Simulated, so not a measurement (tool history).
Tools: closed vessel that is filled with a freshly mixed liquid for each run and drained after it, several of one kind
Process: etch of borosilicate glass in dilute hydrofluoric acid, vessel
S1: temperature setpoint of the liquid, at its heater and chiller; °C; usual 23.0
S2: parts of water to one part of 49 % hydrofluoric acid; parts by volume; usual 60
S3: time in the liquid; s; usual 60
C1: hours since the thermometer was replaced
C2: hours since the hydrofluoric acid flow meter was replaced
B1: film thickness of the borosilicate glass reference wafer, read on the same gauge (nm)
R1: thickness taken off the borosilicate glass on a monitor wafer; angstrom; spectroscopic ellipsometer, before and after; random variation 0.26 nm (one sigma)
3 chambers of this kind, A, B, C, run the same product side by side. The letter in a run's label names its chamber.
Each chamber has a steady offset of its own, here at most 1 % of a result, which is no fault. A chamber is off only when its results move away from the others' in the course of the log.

run 1A hour=12.3 | S1=23.0 S2=60 S3=60 | C1=472.6 C2=990.3 | B1=109.99 | R1=559.04
run 2B hour=20.9 | S1=23.0 S2=60 S3=60 | C1=1090.9 C2=32.4 | B1=110.01 | R1=565.72
run 3C hour=31.8 | S1=23.0 S2=60 S3=60 | C1=2026.7 C2=638.6 | B1=109.98 | R1=562.99
run 4C hour=41.0 | S1=23.0 S2=60 S3=60 | C1=2035.9 C2=647.8 | B1=110.00 | R1=565.08
run 5A hour=52.4 | S1=23.0 S2=60 S3=60 | C1=512.7 C2=1030.4 | B1=109.99 | R1=560.77
run 6B hour=60.8 | S1=23.0 S2=30 S3=60 | C1=1130.8 C2=72.3 | B1=110.00 | R1=1174.30
run 7A hour=73.4 | S1=23.0 S2=30 S3=60 | C1=533.7 C2=1051.4 | B1=110.01 | R1=1195.40
run 8B hour=85.2 | S1=23.0 S2=30 S3=60 | C1=1155.2 C2=96.7 | B1=109.97 | R1=1182.90
run 9C hour=96.3 | S1=23.0 S2=60 S3=60 | C1=2091.2 C2=703.1 | B1=109.96 | R1=567.94
run 10B hour=106.8 | S1=23.0 S2=60 S3=60 | C1=1176.8 C2=118.3 | B1=109.99 | R1=561.84
run 11A hour=118.2 | S1=23.0 S2=60 S3=60 | C1=578.5 C2=1096.2 | B1=110.00 | R1=559.97
-- hour=125.4 chamber C: thermometer replaced
run 12C hour=127.6 | S1=23.0 S2=70 S3=75 | C1=2.3 C2=734.4 | B1=110.01 | R1=594.39
run 13A hour=133.5 | S1=23.0 S2=70 S3=75 | C1=593.8 C2=1111.5 | B1=110.01 | R1=590.58
-- hour=136.8 chamber C: hydrofluoric acid flow meter replaced
run 14B hour=143.9 | S1=23.0 S2=70 S3=75 | C1=1213.9 C2=155.4 | B1=110.06 | R1=596.77
run 15C hour=155.2 | S1=23.0 S2=60 S3=60 | C1=29.9 C2=18.4 | B1=110.01 | R1=566.50
run 16B hour=167.3 | S1=20.5 S2=60 S3=60 | C1=1237.3 C2=178.8 | B1=109.99 | R1=509.83
run 17A hour=177.9 | S1=20.5 S2=60 S3=60 | C1=638.2 C2=1155.9 | B1=110.03 | R1=502.24
run 18C hour=186.4 | S1=20.5 S2=60 S3=60 | C1=61.1 C2=49.6 | B1=109.99 | R1=509.54
run 19B hour=192.9 | S1=23.0 S2=60 S3=60 | C1=1262.9 C2=204.4 | B1=109.97 | R1=561.38
run 20C hour=201.7 | S1=23.0 S2=80 S3=60 | C1=76.4 C2=64.9 | B1=110.00 | R1=413.02
run 21A hour=207.6 | S1=23.0 S2=80 S3=60 | C1=667.9 C2=1185.6 | B1=110.04 | R1=407.90
run 22C hour=214.0 | S1=23.0 S2=80 S3=60 | C1=88.7 C2=77.2 | B1=110.01 | R1=415.78
run 23A hour=225.6 | S1=23.0 S2=60 S3=60 | C1=685.9 C2=1203.6 | B1=109.99 | R1=563.60
run 24B hour=236.6 | S1=23.0 S2=60 S3=60 | C1=1306.6 C2=248.1 | B1=110.00 | R1=561.31
run 25C hour=249.5 | S1=23.0 S2=60 S3=60 | C1=124.2 C2=112.7 | B1=110.00 | R1=569.35
run 26B hour=258.3 | S1=23.0 S2=60 S3=60 | C1=1328.3 C2=269.8 | B1=109.99 | R1=567.15
run 27A hour=264.8 | S1=23.0 S2=60 S3=60 | C1=725.1 C2=1242.8 | B1=110.01 | R1=560.37
run 28A hour=277.6 | S1=25.5 S2=60 S3=60 | C1=737.9 C2=1255.6 | B1=110.01 | R1=620.49

All 3 chambers run these settings next. Forecast each chamber's results:
run 29A hour=286.8 | S1=20.5 S2=60 S3=60 | R1=?
run 29B hour=286.8 | S1=20.5 S2=60 S3=60 | R1=?
run 29C hour=286.8 | S1=20.5 S2=60 S3=60 | R1=?

run=29A R1=499.03
run=29B R1=510.03
run=29C R1=515.45
